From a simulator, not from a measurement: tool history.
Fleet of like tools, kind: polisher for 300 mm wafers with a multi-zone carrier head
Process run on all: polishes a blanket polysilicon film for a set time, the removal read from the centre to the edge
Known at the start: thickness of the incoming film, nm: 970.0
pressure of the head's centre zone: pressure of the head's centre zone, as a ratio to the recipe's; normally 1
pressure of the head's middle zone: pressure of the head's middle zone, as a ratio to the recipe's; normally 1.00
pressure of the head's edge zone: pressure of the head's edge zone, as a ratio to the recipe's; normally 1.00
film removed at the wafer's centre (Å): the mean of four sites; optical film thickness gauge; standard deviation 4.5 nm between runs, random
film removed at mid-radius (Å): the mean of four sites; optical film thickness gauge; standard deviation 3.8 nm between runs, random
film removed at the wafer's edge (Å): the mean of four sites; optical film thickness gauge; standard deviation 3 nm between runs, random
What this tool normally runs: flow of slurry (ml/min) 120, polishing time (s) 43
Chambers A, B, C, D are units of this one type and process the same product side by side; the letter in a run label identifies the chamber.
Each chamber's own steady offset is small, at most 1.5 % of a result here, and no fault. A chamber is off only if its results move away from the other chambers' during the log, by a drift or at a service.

run,hour,flow of slurry (ml/min),pressure of the head's centre zone,pressure of the head's middle zone,pressure of the head's edge zone,polishing time (s),wafers polished on this pad,hours since the slurry nozzle was cleaned,hours since the centre zone pressure was calibrated,hours since the edge zone pressure was calibrated,film removed at the wafer's centre (Å),film removed at mid-radius (Å),film removed at the wafer's edge (Å)
# hour 2.7: chamber D: worn pad replaced by a new one
1C,5.4,120,1,1.00,1.00,43,252,287.1,267.4,130.8,3346.2,3373.8,3336.4
2D,8.0,120,1,1.00,1.00,43,87,220.0,877.4,199.6,3383.7,3384.8,3392.4
3B,12.2,120,1,1.00,1.00,43,239,27.5,197.9,880.7,3438.3,3387.3,3360.1
4A,17.6,120,1,1.00,1.00,43,1196,269.7,1089.3,1213.8,3400.8,3334.6,3265.7
5B,23.1,120,1,1.00,1.00,43,418,38.4,208.8,891.6,3420.1,3393.4,3386.1
6A,26.6,120,1,1.00,1.00,43,1344,278.7,1098.3,1222.8,3322.5,3323.8,3256.0
7D,29.3,120,1,1.00,1.00,43,436,241.3,898.7,220.9,3326.7,3454.5,3426.9
# hour 33.0: chamber A: worn pad replaced by a new one
8C,34.7,120,1,1.00,1.00,43,733,316.4,296.7,160.1,3358.3,3304.0,3291.7
9D,37.2,120,1,1.00,1.00,43,566,249.2,906.6,228.8,3414.0,3311.1,3361.5
10B,42.0,120,1,1.00,1.00,32,729,57.3,227.7,910.5,2584.8,2536.0,2489.7
# hour 45.9: chamber C: worn pad replaced by a new one
11C,46.5,120,1,1.00,1.00,32,10,328.2,308.5,171.9,2537.7,2471.6,2470.7
12A,49.4,120,1,1.00,1.00,32,269,301.5,1121.1,1245.6,2418.4,2481.8,2531.6
# hour 52.3: chamber D: centre zone pressure recalibrated
13A,54.2,120,1,1.00,1.00,32,348,306.3,1125.9,1250.4,2562.2,2512.8,2453.0
# hour 57.6: chamber A: edge zone pressure recalibrated
14C,58.6,120,1,1.00,0.93,43,208,340.3,320.6,184.0,3443.3,3438.1,3186.0
15D,61.0,120,1,1.00,0.93,43,957,273.0,8.7,252.6,3078.3,3353.1,3197.6
# hour 61.7: chamber C: slurry nozzle cleaned
16B,64.7,120,1,1.00,0.93,43,1101,80.0,250.4,933.2,3466.3,3382.1,3279.9
17B,69.8,120,1,1.00,0.93,43,1185,85.1,255.5,938.3,3395.4,3439.6,3235.6
18A,72.6,120,1,1.00,1.00,43,650,324.7,1144.3,15.0,3403.6,3402.5,3327.6
# hour 74.1: chamber B: worn pad replaced by a new one
19C,77.7,120,1,1.00,1.00,43,522,16.0,339.7,203.1,3397.1,3409.5,3338.4
20D,80.7,120,1,1.00,1.00,43,1280,292.7,28.4,272.3,3149.9,3330.3,3415.1
21B,85.6,120,1,1.00,1.00,43,189,100.9,271.3,954.1,3389.2,3383.6,3327.4
# hour 86.6: chamber D: worn pad replaced by a new one
22C,89.7,120,1,0.92,1.00,43,719,28.0,351.7,215.1,3403.8,3104.4,3319.0
23A,94.8,120,1,0.92,1.00,43,1015,346.9,1166.5,37.2,3361.1,3141.4,3305.5
24D,98.6,120,1,0.92,1.00,43,198,310.6,46.3,290.2,3110.1,3090.5,3387.6
# hour 101.9: chamber C: worn pad replaced by a new one
25D,102.4,120,1,0.92,1.00,43,260,314.4,50.1,294.0,3080.6,3101.9,3380.3
26A,104.9,120,1,1.00,1.00,43,1180,357.0,1176.6,47.3,3267.7,3357.0,3302.8
27C,108.4,120,1,1.00,1.00,43,107,46.7,370.4,233.8,3367.1,3350.2,3329.7
# hour 112.2: chamber A: worn pad replaced by a new one
28B,112.3,120,1,1.00,1.00,43,627,127.6,298.0,980.8,3364.8,3383.4,3354.7
29A,116.3,120,1,1.00,1.00,43,67,368.4,1188.0,58.7,3463.4,3423.6,3308.0
30C,120.4,120,1,0.93,1.00,43,304,58.7,382.4,245.8,3365.0,3129.7,3371.4
31D,123.8,120,1,0.93,1.00,43,611,335.8,71.5,315.4,3146.6,3085.6,3351.9
32B,128.1,120,1,0.93,1.00,43,886,143.4,313.8,996.6,3480.8,3149.0,3348.8
33C,132.4,120,1,0.93,1.00,43,501,70.7,394.4,257.8,3360.5,3139.2,3330.8
34B,136.8,120,1,1.00,1.00,43,1029,152.1,322.5,1005.3,3496.7,3385.5,3371.5
35A,139.4,120,1,1.00,1.00,43,447,391.5,1211.1,81.8,3409.5,3357.1,3264.5
36D,142.4,120,1,1.00,1.00,43,917,354.4,90.1,334.0,3032.3,3413.3,3378.7
37C,147.8,120,1,1.00,1.00,43,754,86.1,409.8,273.2,3391.7,3357.4,3348.7

What goes on in this fleet: one chamber off, a drifting gauge, or nothing beyond the chambers' own small offsets? Name the chamber and the cause, if any.

A service on chamber D put it out of line with the rest.
Most likely cause: centre zone's pressure below its setpoint, % = 7.22.

Here are 4 candidates for chamber D's next run, each the usual settings with a change, their results left as question marks. Which one brings its results back in line with what the others give on the usual settings?
To be in line, a result may differ from the other chambers' mean on the usual settings by at most: film removed at the wafer's centre (Å) 160.0; film removed at mid-radius (Å) 130.0; film removed at the wafer's edge (Å) 100.0
38D-1,151.7,115,0.93,1.00,1.03,43,,,,,?,?,?
38D-2,151.7,130,1.13,1.00,0.94,43,,,,,?,?,?
38D-3,151.7,110,0.87,1.00,1.06,43,,,,,?,?,?
38D-4,151.7,125,1.07,1.00,0.97,43,,,,,?,?,?

Usual-settings mean across the other chambers: film removed at the wafer's centre (Å) 3385.7; film removed at mid-radius (Å) 3372.9; film removed at the wafer's edge (Å) 3336.4
run,film removed at the wafer's centre (Å),film removed at mid-radius (Å),film removed at the wafer's edge (Å)
38D-1,2806.9,3322.5,3389.6
38D-2,3609.8,3419.2,3301.1
38D-3,2567.5,3284.9,3414.0
38D-4,3362.8,3389.1,3332.8
38D-4 brings the chamber back in line.
